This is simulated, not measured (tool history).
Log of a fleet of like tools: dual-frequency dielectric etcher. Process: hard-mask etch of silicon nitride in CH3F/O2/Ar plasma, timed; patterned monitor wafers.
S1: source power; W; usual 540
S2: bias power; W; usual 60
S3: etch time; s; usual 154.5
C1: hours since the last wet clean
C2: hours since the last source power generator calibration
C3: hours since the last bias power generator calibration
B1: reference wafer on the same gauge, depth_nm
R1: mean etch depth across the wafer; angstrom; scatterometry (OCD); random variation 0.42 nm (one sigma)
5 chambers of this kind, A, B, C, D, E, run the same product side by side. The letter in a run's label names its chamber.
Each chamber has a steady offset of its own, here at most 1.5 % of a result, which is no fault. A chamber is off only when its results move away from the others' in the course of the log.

run,day,S1,S2,S3,C1,C2,C3,B1,R1
1B,0.479,540,60,154.5,121.7,2794.7,972,117,1140.2
2D,0.812,540,60,154.5,315.8,2006.3,358.4,117.03,1138.5
3C,1.188,540,60,154.5,316.1,787.8,1743.1,117.1,1147.4
# day 1.254: chamber C: wet clean of the chamber
4A,1.608,540,60,154.5,140.5,1011.6,3246.3,117.05,1160.5
5E,2.079,540,60,154.5,528.5,2538.9,222,117.09,1140.5
6D,2.388,540,60,154.5,353.6,2044.1,396.2,116.96,1143.9
7C,2.804,540,60,154.5,37.2,826.6,1781.9,116.93,1141.5
8E,3.254,540,60,154.5,556.7,2567.1,250.2,116.99,1141.7
9B,3.7,540,66,127,199,2872,1049.3,117.09,977.64
10A,3.979,540,66,127,197.4,1068.5,3303.2,117.08,982.82
11E,4.462,540,66,127,585.7,2596.1,279.2,117.04,964.89
12A,4.796,540,66,127,217,1088.1,3322.8,117.1,983.68
# day 5.288: chamber E: wet clean of the chamber
13C,5.325,540,66,127,97.7,887.1,1842.4,117.07,970.7
14B,5.646,540,60,154.5,245.7,2918.7,1096,116.95,1148
15D,5.958,540,60,154.5,439.3,2129.8,481.9,117.11,1147
16B,6.496,540,60,154.5,266.1,2939.1,1116.4,116.97,1151.4
17A,7.004,540,60,154.5,270,1141.1,3375.8,117.01,1156.7
18C,7.567,540,60,154.5,151.5,940.9,1896.2,116.98,1151.1
19E,8.054,540,60,154.5,66.4,2682.3,365.4,117.13,1136.7
20D,8.458,540,60,154.5,499.3,2189.8,541.9,116.99,1140.6
21C,8.75,540,60,154.5,179.9,969.3,1924.6,116.88,1142.3
22E,9.362,540,60,154.5,97.8,2713.7,396.8,116.97,1140.6
# day 9.367: chamber D: wet clean of the chamber
23B,9.646,540,60,154.5,341.7,3014.7,1192,116.96,1144.7
24D,9.992,440,60,154.5,15.1,2226.6,578.7,117.02,1010.3
25A,10.425,440,60,154.5,352.1,1223.2,3457.9,116.89,1065.4
26D,10.85,440,60,154.5,35.7,2247.2,599.3,116.94,1005.2
27C,11.396,440,60,154.5,243.4,1032.8,1988.1,116.97,1055.5
28E,11.842,440,60,154.5,157.3,2773.2,456.3,117.02,1063.3
29A,12.208,540,60,154.5,394.9,1266,3500.7,116.95,1159.4
# day 12.221: chamber B: wet clean of the chamber
30B,12.767,540,60,154.5,13.2,3089.6,1266.9,116.9,1148.6
31E,13.362,540,60,154.5,193.8,2809.7,492.8,117.04,1144.9
32B,13.629,540,60,154.5,33.9,3110.3,1287.6,117.08,1145.8
33A,14.012,540,60,154.5,438.2,1309.3,3544,117.04,1160
34D,14.467,540,56,172.5,122.5,2334,686.1,117.02,1195.1

Is one chamber off against the others, does the gauge drift, or is nothing wrong? If a chamber is off, say which, and what the likeliest cause is.

A service left chamber D off against the others.
Cause: etch rate under this chamber's usual, % = 4.22.

Here are 4 candidates for chamber D's next run, each the usual settings with a change, their results left as question marks. Which one brings its results back in line with what the others give on the usual settings?
In line means no further than this from the other chambers' mean on the usual settings: R1 15 angstrom
35D-1,14.908,430,60,154.5,,,,,?
35D-2,14.908,550,61,161,,,,,?
35D-3,14.908,550,61,166,,,,,?
35D-4,14.908,530,59,148.5,,,,,?

The other chambers' mean on the usual settings: R1 1147.7 angstrom
run,R1
35D-1,999.14
35D-2,1152.5
35D-3,1188.2
35D-4,1036.4
35D-2 brings the chamber back in line.

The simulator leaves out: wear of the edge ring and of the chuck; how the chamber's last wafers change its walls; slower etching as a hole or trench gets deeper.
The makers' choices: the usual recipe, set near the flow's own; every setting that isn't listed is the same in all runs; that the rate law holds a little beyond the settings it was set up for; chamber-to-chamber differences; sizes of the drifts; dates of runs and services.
